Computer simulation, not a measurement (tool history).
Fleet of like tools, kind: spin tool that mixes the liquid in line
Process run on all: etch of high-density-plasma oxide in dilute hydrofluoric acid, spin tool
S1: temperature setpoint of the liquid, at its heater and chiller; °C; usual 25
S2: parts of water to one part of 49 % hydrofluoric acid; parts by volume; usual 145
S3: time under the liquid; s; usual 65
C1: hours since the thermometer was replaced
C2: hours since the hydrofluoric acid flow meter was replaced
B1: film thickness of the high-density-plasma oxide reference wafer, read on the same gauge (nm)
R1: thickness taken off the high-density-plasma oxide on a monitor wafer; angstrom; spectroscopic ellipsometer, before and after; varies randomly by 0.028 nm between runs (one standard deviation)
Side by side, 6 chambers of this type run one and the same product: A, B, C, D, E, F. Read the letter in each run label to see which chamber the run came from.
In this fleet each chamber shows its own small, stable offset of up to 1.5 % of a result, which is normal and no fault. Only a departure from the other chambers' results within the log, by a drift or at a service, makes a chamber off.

run,hour,S1,S2,S3,C1,C2,B1,R1
1F,5.8,25,145,65,85.8,185.7,120.00,41.772
2B,9.1,25,145,65,328.3,72.7,120.02,41.325
3E,12.6,25,145,65,371.3,192.2,120.00,40.833
4A,17.2,25,145,65,728.1,194.8,119.98,40.450
5C,23.4,25,145,65,403.7,710.4,120.00,40.631
6D,27.2,25,200,65,190.8,68.0,120.00,27.873
7B,32.9,25,200,65,352.1,96.5,120.00,27.770
8C,37.3,25,200,65,417.6,724.3,120.03,27.660
9E,43.4,25,200,65,402.1,223.0,120.02,28.066
10F,50.3,25,200,65,130.3,230.2,119.98,28.113
11D,57.5,25,200,65,221.1,98.3,119.99,27.985
12A,61.3,25,145,65,772.2,238.9,119.97,40.510
13B,67.1,25,145,90,386.3,130.7,120.00,57.302
14C,74.4,25,145,90,454.7,761.4,119.99,56.587
15F,78.5,25,145,90,158.5,258.4,119.98,56.275
16D,81.9,25,145,90,245.5,122.7,120.01,57.429
17A,86.6,25,145,90,797.5,264.2,120.01,55.273
18E,92.8,25,145,90,451.5,272.4,120.00,56.967
19B,99.6,25,145,65,418.8,163.2,120.00,41.499
20C,104.9,25,145,65,485.2,791.9,119.99,41.147
21E,111.6,25,145,65,470.3,291.2,120.01,41.836
22F,117.5,25,145,65,197.5,297.4,120.01,41.303
23D,121.4,25,145,65,285.0,162.2,119.98,40.860
24A,128.7,25,145,65,839.6,306.3,120.00,39.123
25E,134.6,25,145,65,493.3,314.2,120.01,41.453
26B,139.9,25,145,95,459.1,203.5,120.01,60.033
# hour 145.7: chamber C: hydrofluoric acid flow meter replaced
27F,146.0,25,145,95,226.0,325.9,120.01,60.208
28C,150.5,25,145,95,530.8,4.9,120.01,59.370
29A,157.0,25,145,95,867.9,334.6,119.97,57.119
30D,163.2,25,145,95,326.8,204.0,119.96,61.087
31A,169.7,25,145,95,880.6,347.3,119.99,56.374
32F,174.7,28,145,30,254.7,354.6,120.02,20.943
33E,180.9,28,145,30,539.6,360.5,119.98,21.208
34D,186.9,28,145,30,350.5,227.7,120.00,21.296
35B,191.6,28,145,30,510.8,255.2,120.01,21.243
36C,197.1,28,145,30,577.4,51.5,119.98,21.193

All chambers now run identical settings, listed one chamber a line with results as question marks. What results will each chamber show?
37A,202.5,25,145,90,,,,?
37B,202.5,25,145,90,,,,?
37C,202.5,25,145,90,,,,?
37D,202.5,25,145,90,,,,?
37E,202.5,25,145,90,,,,?
37F,202.5,25,145,90,,,,?

run,R1
37A,51.778
37B,57.210
37C,55.746
37D,56.631
37E,58.034
37F,57.418
